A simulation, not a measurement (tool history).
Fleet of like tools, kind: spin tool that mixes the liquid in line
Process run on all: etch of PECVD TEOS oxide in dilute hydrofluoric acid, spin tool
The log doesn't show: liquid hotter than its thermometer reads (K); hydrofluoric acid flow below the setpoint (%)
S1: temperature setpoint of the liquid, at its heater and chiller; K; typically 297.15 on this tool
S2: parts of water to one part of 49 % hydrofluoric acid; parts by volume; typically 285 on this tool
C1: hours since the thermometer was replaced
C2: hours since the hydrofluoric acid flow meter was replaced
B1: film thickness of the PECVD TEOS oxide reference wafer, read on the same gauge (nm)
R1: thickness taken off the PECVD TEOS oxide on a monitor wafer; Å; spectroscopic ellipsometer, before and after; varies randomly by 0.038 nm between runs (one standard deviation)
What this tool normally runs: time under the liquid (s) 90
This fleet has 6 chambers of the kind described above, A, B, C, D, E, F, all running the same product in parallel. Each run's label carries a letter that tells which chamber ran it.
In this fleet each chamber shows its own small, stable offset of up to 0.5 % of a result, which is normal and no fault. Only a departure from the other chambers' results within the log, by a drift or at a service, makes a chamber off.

{"run": "1F", "hour": 7.6, "S1": 297.15, "S2": 285, "time under the liquid (s)": 90, "C1": 63.3, "C2": 133.8, "B1": 49.997, "R1": 41.067}
{"run": "2D", "hour": 16.1, "S1": 297.15, "S2": 285, "time under the liquid (s)": 90, "C1": 69.6, "C2": 78.1, "B1": 49.991, "R1": 41.06}
{"run": "3E", "hour": 22.5, "S1": 297.15, "S2": 285, "time under the liquid (s)": 90, "C1": 1424.3, "C2": 724.1, "B1": 50.008, "R1": 40.97}
{"hour": 31.1, "done": "chamber B: thermometer replaced"}
{"run": "4C", "hour": 32.2, "S1": 297.15, "S2": 285, "time under the liquid (s)": 90, "C1": 955.5, "C2": 458.2, "B1": 50.001, "R1": 41.094}
{"run": "5B", "hour": 42.1, "S1": 297.15, "S2": 285, "time under the liquid (s)": 90, "C1": 11.1, "C2": 144.5, "B1": 49.988, "R1": 40.199}
{"run": "6A", "hour": 52.9, "S1": 297.15, "S2": 285, "time under the liquid (s)": 140, "C1": 1781.5, "C2": 139.5, "B1": 49.991, "R1": 64.377}
{"run": "7C", "hour": 58.3, "S1": 297.15, "S2": 285, "time under the liquid (s)": 140, "C1": 981.6, "C2": 484.3, "B1": 50.018, "R1": 62.774}
{"run": "8F", "hour": 64.5, "S1": 297.15, "S2": 285, "time under the liquid (s)": 140, "C1": 120.2, "C2": 190.7, "B1": 50.006, "R1": 63.475}
{"run": "9A", "hour": 71.0, "S1": 297.15, "S2": 285, "time under the liquid (s)": 140, "C1": 1799.6, "C2": 157.6, "B1": 50.031, "R1": 63.362}
{"run": "10E", "hour": 79.9, "S1": 297.15, "S2": 285, "time under the liquid (s)": 140, "C1": 1481.7, "C2": 781.5, "B1": 49.996, "R1": 64.457}
{"run": "11D", "hour": 89.8, "S1": 297.15, "S2": 285, "time under the liquid (s)": 140, "C1": 143.3, "C2": 151.8, "B1": 49.995, "R1": 64.101}
{"run": "12B", "hour": 97.6, "S1": 297.15, "S2": 285, "time under the liquid (s)": 90, "C1": 66.6, "C2": 200.0, "B1": 50.013, "R1": 40.908}
{"run": "13A", "hour": 108.3, "S1": 297.15, "S2": 285, "time under the liquid (s)": 90, "C1": 1836.9, "C2": 194.9, "B1": 49.998, "R1": 40.733}
{"run": "14E", "hour": 119.2, "S1": 297.15, "S2": 285, "time under the liquid (s)": 90, "C1": 1521.0, "C2": 820.8, "B1": 49.982, "R1": 41.3}
{"run": "15F", "hour": 127.4, "S1": 297.15, "S2": 285, "time under the liquid (s)": 90, "C1": 183.1, "C2": 253.6, "B1": 50.02, "R1": 40.766}
{"run": "16D", "hour": 134.2, "S1": 297.15, "S2": 285, "time under the liquid (s)": 90, "C1": 187.7, "C2": 196.2, "B1": 49.999, "R1": 41.516}
{"run": "17B", "hour": 140.1, "S1": 293.65, "S2": 285, "time under the liquid (s)": 135, "C1": 109.1, "C2": 242.5, "B1": 49.993, "R1": 53.347}
{"run": "18C", "hour": 148.1, "S1": 293.65, "S2": 285, "time under the liquid (s)": 135, "C1": 1071.4, "C2": 574.1, "B1": 49.982, "R1": 53.875}
{"run": "19E", "hour": 155.3, "S1": 293.65, "S2": 285, "time under the liquid (s)": 135, "C1": 1557.1, "C2": 856.9, "B1": 49.999, "R1": 53.373}
{"run": "20F", "hour": 164.1, "S1": 293.65, "S2": 285, "time under the liquid (s)": 135, "C1": 219.8, "C2": 290.3, "B1": 49.99, "R1": 54.669}
{"run": "21B", "hour": 170.5, "S1": 293.65, "S2": 285, "time under the liquid (s)": 135, "C1": 139.5, "C2": 272.9, "B1": 49.999, "R1": 54.108}
{"run": "22D", "hour": 179.7, "S1": 293.65, "S2": 285, "time under the liquid (s)": 135, "C1": 233.2, "C2": 241.7, "B1": 50.02, "R1": 54.759}
{"run": "23A", "hour": 190.5, "S1": 297.15, "S2": 285, "time under the liquid (s)": 90, "C1": 1919.1, "C2": 277.1, "B1": 49.975, "R1": 40.328}
{"run": "24C", "hour": 202.0, "S1": 297.15, "S2": 285, "time under the liquid (s)": 90, "C1": 1125.3, "C2": 628.0, "B1": 50.001, "R1": 40.789}
{"run": "25D", "hour": 209.0, "S1": 297.15, "S2": 285, "time under the liquid (s)": 90, "C1": 262.5, "C2": 271.0, "B1": 50.013, "R1": 41.458}
{"run": "26C", "hour": 218.9, "S1": 297.15, "S2": 285, "time under the liquid (s)": 90, "C1": 1142.2, "C2": 644.9, "B1": 49.993, "R1": 41.189}
{"run": "27E", "hour": 225.9, "S1": 297.15, "S2": 285, "time under the liquid (s)": 60, "C1": 1627.7, "C2": 927.5, "B1": 50.0, "R1": 27.201}
{"run": "28B", "hour": 237.4, "S1": 297.15, "S2": 285, "time under the liquid (s)": 60, "C1": 206.4, "C2": 339.8, "B1": 49.996, "R1": 27.077}
{"run": "29A", "hour": 244.8, "S1": 297.15, "S2": 285, "time under the liquid (s)": 60, "C1": 1973.4, "C2": 331.4, "B1": 50.029, "R1": 27.015}
{"run": "30F", "hour": 252.6, "S1": 297.15, "S2": 285, "time under the liquid (s)": 60, "C1": 308.3, "C2": 378.8, "B1": 49.988, "R1": 26.808}
{"run": "31B", "hour": 262.3, "S1": 297.15, "S2": 285, "time under the liquid (s)": 60, "C1": 231.3, "C2": 364.7, "B1": 49.978, "R1": 27.474}
{"run": "32C", "hour": 270.7, "S1": 297.15, "S2": 285, "time under the liquid (s)": 60, "C1": 1194.0, "C2": 696.7, "B1": 49.97, "R1": 27.323}
{"run": "33F", "hour": 281.3, "S1": 297.15, "S2": 285, "time under the liquid (s)": 90, "C1": 337.0, "C2": 407.5, "B1": 50.034, "R1": 40.903}
{"run": "34A", "hour": 291.5, "S1": 297.15, "S2": 285, "time under the liquid (s)": 90, "C1": 2020.1, "C2": 378.1, "B1": 49.99, "R1": 40.786}
{"run": "35E", "hour": 297.0, "S1": 297.15, "S2": 285, "time under the liquid (s)": 90, "C1": 1698.8, "C2": 998.6, "B1": 50.002, "R1": 41.1}
{"run": "36D", "hour": 306.9, "S1": 297.15, "S2": 215, "time under the liquid (s)": 40, "C1": 360.4, "C2": 368.9, "B1": 49.973, "R1": 25.757}
{"run": "37C", "hour": 316.6, "S1": 297.15, "S2": 215, "time under the liquid (s)": 40, "C1": 1239.9, "C2": 742.6, "B1": 50.008, "R1": 25.631}
{"run": "38E", "hour": 325.0, "S1": 297.15, "S2": 215, "time under the liquid (s)": 40, "C1": 1726.8, "C2": 1026.6, "B1": 49.992, "R1": 26.017}
{"run": "39F", "hour": 335.3, "S1": 297.15, "S2": 215, "time under the liquid (s)": 40, "C1": 391.0, "C2": 461.5, "B1": 50.022, "R1": 25.568}
{"run": "40A", "hour": 343.3, "S1": 297.15, "S2": 215, "time under the liquid (s)": 40, "C1": 2071.9, "C2": 429.9, "B1": 50.001, "R1": 26.419}

Next, all 6 chambers run the settings below, one line each with question marks for the results. What does each chamber give?
{"run": "41A", "hour": 351.6, "S1": 297.15, "S2": 160, "time under the liquid (s)": 90, "R1": "?"}
{"run": "41B", "hour": 351.6, "S1": 297.15, "S2": 160, "time under the liquid (s)": 90, "R1": "?"}
{"run": "41C", "hour": 351.6, "S1": 297.15, "S2": 160, "time under the liquid (s)": 90, "R1": "?"}
{"run": "41D", "hour": 351.6, "S1": 297.15, "S2": 160, "time under the liquid (s)": 90, "R1": "?"}
{"run": "41E", "hour": 351.6, "S1": 297.15, "S2": 160, "time under the liquid (s)": 90, "R1": "?"}
{"run": "41F", "hour": 351.6, "S1": 297.15, "S2": 160, "time under the liquid (s)": 90, "R1": "?"}

run=41A R1=84.341
run=41B R1=85.921
run=41C R1=83.161
run=41D R1=84.105
run=41E R1=83.080
run=41F R1=81.542
